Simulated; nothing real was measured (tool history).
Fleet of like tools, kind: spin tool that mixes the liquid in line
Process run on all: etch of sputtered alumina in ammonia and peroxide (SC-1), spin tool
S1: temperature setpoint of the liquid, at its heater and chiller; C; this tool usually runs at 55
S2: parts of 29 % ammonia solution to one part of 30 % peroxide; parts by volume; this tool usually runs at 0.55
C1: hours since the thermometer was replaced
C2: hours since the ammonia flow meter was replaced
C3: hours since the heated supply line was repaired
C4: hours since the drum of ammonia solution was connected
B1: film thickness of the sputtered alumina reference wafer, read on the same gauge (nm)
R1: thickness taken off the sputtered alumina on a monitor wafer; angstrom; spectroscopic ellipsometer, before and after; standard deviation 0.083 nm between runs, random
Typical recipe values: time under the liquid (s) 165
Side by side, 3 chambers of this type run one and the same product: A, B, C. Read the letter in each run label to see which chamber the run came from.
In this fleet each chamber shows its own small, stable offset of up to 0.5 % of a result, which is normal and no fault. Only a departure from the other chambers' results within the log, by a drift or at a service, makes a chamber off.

-- hour=7.1 chamber A: ammonia flow meter replaced
run 1A hour=10.5 | S1=55 S2=0.55 time_under_the_liquid_(s)=165 | C1=258.2 C2=3.4 C3=1154.1 C4=893.5 | B1=89.977 | R1=184.58
-- hour=14.8 chamber A: new drum of ammonia solution connected
run 2C hour=18.2 | S1=55 S2=0.55 time_under_the_liquid_(s)=165 | C1=936.5 C2=66.5 C3=1647.2 C4=689.5 | B1=89.999 | R1=185.08
run 3B hour=29.3 | S1=55 S2=0.55 time_under_the_liquid_(s)=165 | C1=887.1 C2=879.8 C3=2022.3 C4=291.5 | B1=89.982 | R1=185.7
run 4B hour=38.2 | S1=55 S2=0.55 time_under_the_liquid_(s)=165 | C1=896 C2=888.7 C3=2031.2 C4=300.4 | B1=89.971 | R1=184.54
run 5C hour=48.2 | S1=55 S2=0.55 time_under_the_liquid_(s)=165 | C1=966.5 C2=96.5 C3=1677.2 C4=719.5 | B1=89.996 | R1=184.8
run 6A hour=61.5 | S1=55 S2=0.55 time_under_the_liquid_(s)=165 | C1=309.2 C2=54.4 C3=1205.1 C4=46.8 | B1=90.023 | R1=184.62
-- hour=63.1 chamber B: ammonia flow meter replaced
run 7C hour=72.9 | S1=55 S2=0.55 time_under_the_liquid_(s)=165 | C1=991.2 C2=121.2 C3=1701.9 C4=744.2 | B1=90.006 | R1=183.82
run 8B hour=84.7 | S1=55 S2=0.55 time_under_the_liquid_(s)=165 | C1=942.5 C2=21.6 C3=2077.7 C4=346.9 | B1=89.978 | R1=184.68
run 9A hour=97.1 | S1=55 S2=0.55 time_under_the_liquid_(s)=165 | C1=344.8 C2=90 C3=1240.7 C4=82.4 | B1=89.996 | R1=185.46
run 10C hour=103.6 | S1=55 S2=0.55 time_under_the_liquid_(s)=165 | C1=1021.9 C2=151.9 C3=1732.6 C4=774.9 | B1=89.976 | R1=184.2
run 11A hour=116.1 | S1=55 S2=0.55 time_under_the_liquid_(s)=165 | C1=363.8 C2=109 C3=1259.7 C4=101.4 | B1=89.981 | R1=185.05
run 12B hour=130.7 | S1=55 S2=0.8 time_under_the_liquid_(s)=120 | C1=988.5 C2=67.6 C3=2123.7 C4=392.9 | B1=89.991 | R1=140.07
run 13B hour=143.9 | S1=55 S2=0.8 time_under_the_liquid_(s)=120 | C1=1001.7 C2=80.8 C3=2136.9 C4=406.1 | B1=90.036 | R1=139.4
run 14C hour=151.4 | S1=55 S2=0.8 time_under_the_liquid_(s)=120 | C1=1069.7 C2=199.7 C3=1780.4 C4=822.7 | B1=89.998 | R1=138.69
run 15A hour=159.8 | S1=55 S2=0.55 time_under_the_liquid_(s)=165 | C1=407.5 C2=152.7 C3=1303.4 C4=145.1 | B1=90.002 | R1=184.18
-- hour=170.8 chamber B: new drum of ammonia solution connected
run 16C hour=172 | S1=55 S2=0.55 time_under_the_liquid_(s)=165 | C1=1090.3 C2=220.3 C3=1801 C4=843.3 | B1=90.044 | R1=183.6
run 17A hour=184.5 | S1=55 S2=0.55 time_under_the_liquid_(s)=165 | C1=432.2 C2=177.4 C3=1328.1 C4=169.8 | B1=89.995 | R1=184.99
run 18B hour=195.9 | S1=55 S2=0.55 time_under_the_liquid_(s)=165 | C1=1053.7 C2=132.8 C3=2188.9 C4=25.1 | B1=89.974 | R1=185.26
run 19C hour=209.6 | S1=55 S2=0.55 time_under_the_liquid_(s)=165 | C1=1127.9 C2=257.9 C3=1838.6 C4=880.9 | B1=89.988 | R1=181.88
run 20B hour=216.8 | S1=55 S2=0.4 time_under_the_liquid_(s)=260 | C1=1074.6 C2=153.7 C3=2209.8 C4=46 | B1=90.004 | R1=282.18
run 21A hour=224.4 | S1=55 S2=0.4 time_under_the_liquid_(s)=260 | C1=472.1 C2=217.3 C3=1368 C4=209.7 | B1=89.979 | R1=283.02
run 22C hour=239.3 | S1=55 S2=0.4 time_under_the_liquid_(s)=260 | C1=1157.6 C2=287.6 C3=1868.3 C4=910.6 | B1=89.975 | R1=281.09
-- hour=241.6 chamber B: heated supply line repaired
run 23A hour=248.9 | S1=55 S2=0.55 time_under_the_liquid_(s)=165 | C1=496.6 C2=241.8 C3=1392.5 C4=234.2 | B1=90.022 | R1=184.81
run 24B hour=262.4 | S1=47 S2=0.3 time_under_the_liquid_(s)=165 | C1=1120.2 C2=199.3 C3=20.9 C4=91.6 | B1=89.992 | R1=112.5
run 25A hour=277.3 | S1=47 S2=0.3 time_under_the_liquid_(s)=165 | C1=525 C2=270.2 C3=1420.9 C4=262.6 | B1=90.007 | R1=112.4
run 26B hour=285.2 | S1=47 S2=0.3 time_under_the_liquid_(s)=165 | C1=1143 C2=222.1 C3=43.7 C4=114.4 | B1=89.986 | R1=111.73
run 27C hour=293.5 | S1=55 S2=0.55 time_under_the_liquid_(s)=165 | C1=1211.8 C2=341.8 C3=1922.5 C4=964.8 | B1=89.994 | R1=180.61
run 28A hour=305.2 | S1=55 S2=0.55 time_under_the_liquid_(s)=165 | C1=552.9 C2=298.1 C3=1448.8 C4=290.5 | B1=90.038 | R1=184.56
run 29C hour=315.2 | S1=47.5 S2=0.55 time_under_the_liquid_(s)=165 | C1=1233.5 C2=363.5 C3=1944.2 C4=986.5 | B1=89.999 | R1=121.14
run 30B hour=328.5 | S1=47.5 S2=0.55 time_under_the_liquid_(s)=165 | C1=1186.3 C2=265.4 C3=87 C4=157.7 | B1=89.981 | R1=122.38
run 31C hour=339.8 | S1=47.5 S2=0.55 time_under_the_liquid_(s)=165 | C1=1258.1 C2=388.1 C3=1968.8 C4=1011.1 | B1=90.008 | R1=120.81
run 32A hour=353.9 | S1=55 S2=0.55 time_under_the_liquid_(s)=165 | C1=601.6 C2=346.8 C3=1497.5 C4=339.2 | B1=90.005 | R1=185.93
run 33B hour=366 | S1=55 S2=0.55 time_under_the_liquid_(s)=165 | C1=1223.8 C2=302.9 C3=124.5 C4=195.2 | B1=89.967 | R1=183.79
run 34A hour=378.7 | S1=55 S2=0.55 time_under_the_liquid_(s)=165 | C1=626.4 C2=371.6 C3=1522.3 C4=364 | B1=89.991 | R1=184.34
run 35C hour=387.5 | S1=55 S2=0.55 time_under_the_liquid_(s)=165 | C1=1305.8 C2=435.8 C3=2016.5 C4=1058.8 | B1=90.014 | R1=180.22
run 36B hour=399.3 | S1=55 S2=0.55 time_under_the_liquid_(s)=165 | C1=1257.1 C2=336.2 C3=157.8 C4=228.5 | B1=90.002 | R1=183.94
run 37B hour=410.3 | S1=55 S2=0.7 time_under_the_liquid_(s)=165 | C1=1268.1 C2=347.2 C3=168.8 C4=239.5 | B1=90.017 | R1=189.68
-- hour=415.5 chamber C: heated supply line repaired
run 38A hour=424.7 | S1=55 S2=0.7 time_under_the_liquid_(s)=165 | C1=672.4 C2=417.6 C3=1568.3 C4=410 | B1=89.995 | R1=188.21
run 39C hour=436.2 | S1=55 S2=0.7 time_under_the_liquid_(s)=165 | C1=1354.5 C2=484.5 C3=20.8 C4=1107.5 | B1=89.985 | R1=182.45
run 40A hour=448.8 | S1=55 S2=0.55 time_under_the_liquid_(s)=165 | C1=696.5 C2=441.7 C3=1592.4 C4=434.1 | B1=89.999 | R1=184.45
run 41B hour=462.6 | S1=52 S2=0.55 time_under_the_liquid_(s)=165 | C1=1320.4 C2=399.5 C3=221.1 C4=291.8 | B1=89.996 | R1=156.81

All chambers now run identical settings, listed one chamber a line with results as question marks. What results will each chamber show?
run 42A hour=473.4 | S1=55 S2=0.55 time_under_the_liquid_(s)=165 | R1=?
run 42B hour=473.4 | S1=55 S2=0.55 time_under_the_liquid_(s)=165 | R1=?
run 42C hour=473.4 | S1=55 S2=0.55 time_under_the_liquid_(s)=165 | R1=?

run=42A R1=184.17
run=42B R1=184.21
run=42C R1=178.24
